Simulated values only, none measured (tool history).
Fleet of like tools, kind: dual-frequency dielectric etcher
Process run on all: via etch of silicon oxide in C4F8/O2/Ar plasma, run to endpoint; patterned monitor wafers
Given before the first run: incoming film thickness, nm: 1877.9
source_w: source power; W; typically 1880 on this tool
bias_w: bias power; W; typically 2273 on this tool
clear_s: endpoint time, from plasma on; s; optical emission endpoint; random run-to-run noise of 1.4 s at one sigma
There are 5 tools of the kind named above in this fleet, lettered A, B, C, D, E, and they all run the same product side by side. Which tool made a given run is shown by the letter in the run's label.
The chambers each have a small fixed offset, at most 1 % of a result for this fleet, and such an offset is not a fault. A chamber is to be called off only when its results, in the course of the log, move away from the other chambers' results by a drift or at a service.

run   hour  source_w  bias_w  hours since the last wet clean  hours since the last source power generator calibration  hours since the last bias power generator calibration  clear_s
       8.3  -- chamber D: source power generator calibrated
 1E   13.0      1880    2273                           240.9                                                    783.1                                                 4554.3   366.83
 2D   24.4      1880    2273                           444.3                                                     16.1                                                  354.9   369.33
 3A   33.9      1880    2273                           151.0                                                   1405.5                                                  448.6   363.96
 4B   41.4      1880    2273                           377.6                                                    376.3                                                 1368.1   368.20
 5C   56.3      1880    2273                           218.1                                                   1880.6                                                  873.2   364.84
 6A   65.0      1880    2273                           182.1                                                   1436.6                                                  479.7   362.41
 7E   73.0      1880    2273                           300.9                                                    843.1                                                 4614.3   372.69
      86.7  -- chamber D: wet clean of the chamber
 8C   87.3      1880    2273                           249.1                                                   1911.6                                                  904.2   363.54
 9D   94.4      1880    2273                             7.7                                                     86.1                                                  424.9   368.74
10B  104.6      1880    2273                           440.8                                                    439.5                                                 1431.3   366.06
11B  119.9      1880    2273                           456.1                                                    454.8                                                 1446.6   369.00
12C  131.4      1880    2273                           293.2                                                   1955.7                                                  948.3   363.59
13E  145.0      1880    2273                           372.9                                                    915.1                                                 4686.3   368.71
14D  156.0      1880    2273                            69.3                                                    147.7                                                  486.5   371.32
15A  163.8      1880    2273                           280.9                                                   1535.4                                                  578.5   364.84
16E  176.7      1490    1814                           404.6                                                    946.8                                                 4718.0   431.32
     179.5  -- chamber B: wet clean of the chamber
17B  186.0      1490    1814                             6.6                                                    520.9                                                 1512.7   424.36
     195.4  -- chamber A: wet clean of the chamber
18A  201.4      1490    1814                             6.1                                                   1573.0                                                  616.1   424.80
19D  212.7      1490    1814                           126.0                                                    204.4                                                  543.2   432.58
20C  221.8      1490    1814                           383.6                                                   2046.1                                                 1038.7   425.37
21A  235.6      1880    2273                            40.3                                                   1607.2                                                  650.3   361.01
22B  249.3      1880    2273                            69.9                                                    584.2                                                 1576.0   365.85
23E  260.3      1880    2273                           488.2                                                   1030.4                                                 4801.6   370.30
     268.7  -- chamber E: wet clean of the chamber
24D  273.6      1880    2273                           186.9                                                    265.3                                                  604.1   369.73
25C  284.0      1880    2273                           445.8                                                   2108.3                                                 1100.9   363.64
26A  294.2      1880    2273                            98.9                                                   1665.8                                                  708.9   362.14
27E  308.3      1880    2273                            39.6                                                   1078.4                                                 4849.6   385.04
28C  315.6      1880    2273                           477.4                                                   2139.9                                                 1132.5   361.62
29B  325.3      2040    1783                           145.9                                                    660.2                                                 1652.0   380.00
30D  332.4      2040    1783                           245.7                                                    324.1                                                  662.9   381.47
31B  342.9      2040    1783                           163.5                                                    677.8                                                 1669.6   378.21
32D  355.9      2040    1783                           269.2                                                    347.6                                                  686.4   380.79
33E  367.3      2040    1783                            98.6                                                   1137.4                                                 4908.6   398.83
34A  380.7      1880    2776                           185.4                                                   1752.3                                                  795.4   340.77
35C  389.7      1880    2776                           551.5                                                   2214.0                                                 1206.6   343.72
36E  398.6      1880    2776                           129.9                                                   1168.7                                                 4939.9   362.21
37C  413.7      1880    2776                           575.5                                                   2238.0                                                 1230.6   342.44
38B  427.8      1880    2776                           248.4                                                    762.7                                                 1754.5   342.85

For the next run the whole fleet of 5 chambers uses the same settings. Give each chamber's results:
39A  439.2      1880    2670                                                                                                                                                        ?
39B  439.2      1880    2670                                                                                                                                                        ?
39C  439.2      1880    2670                                                                                                                                                        ?
39D  439.2      1880    2670                                                                                                                                                        ?
39E  439.2      1880    2670                                                                                                                                                        ?

run  clear_s
39A   344.38
39B   346.77
39C   347.63
39D   351.84
39E   369.15
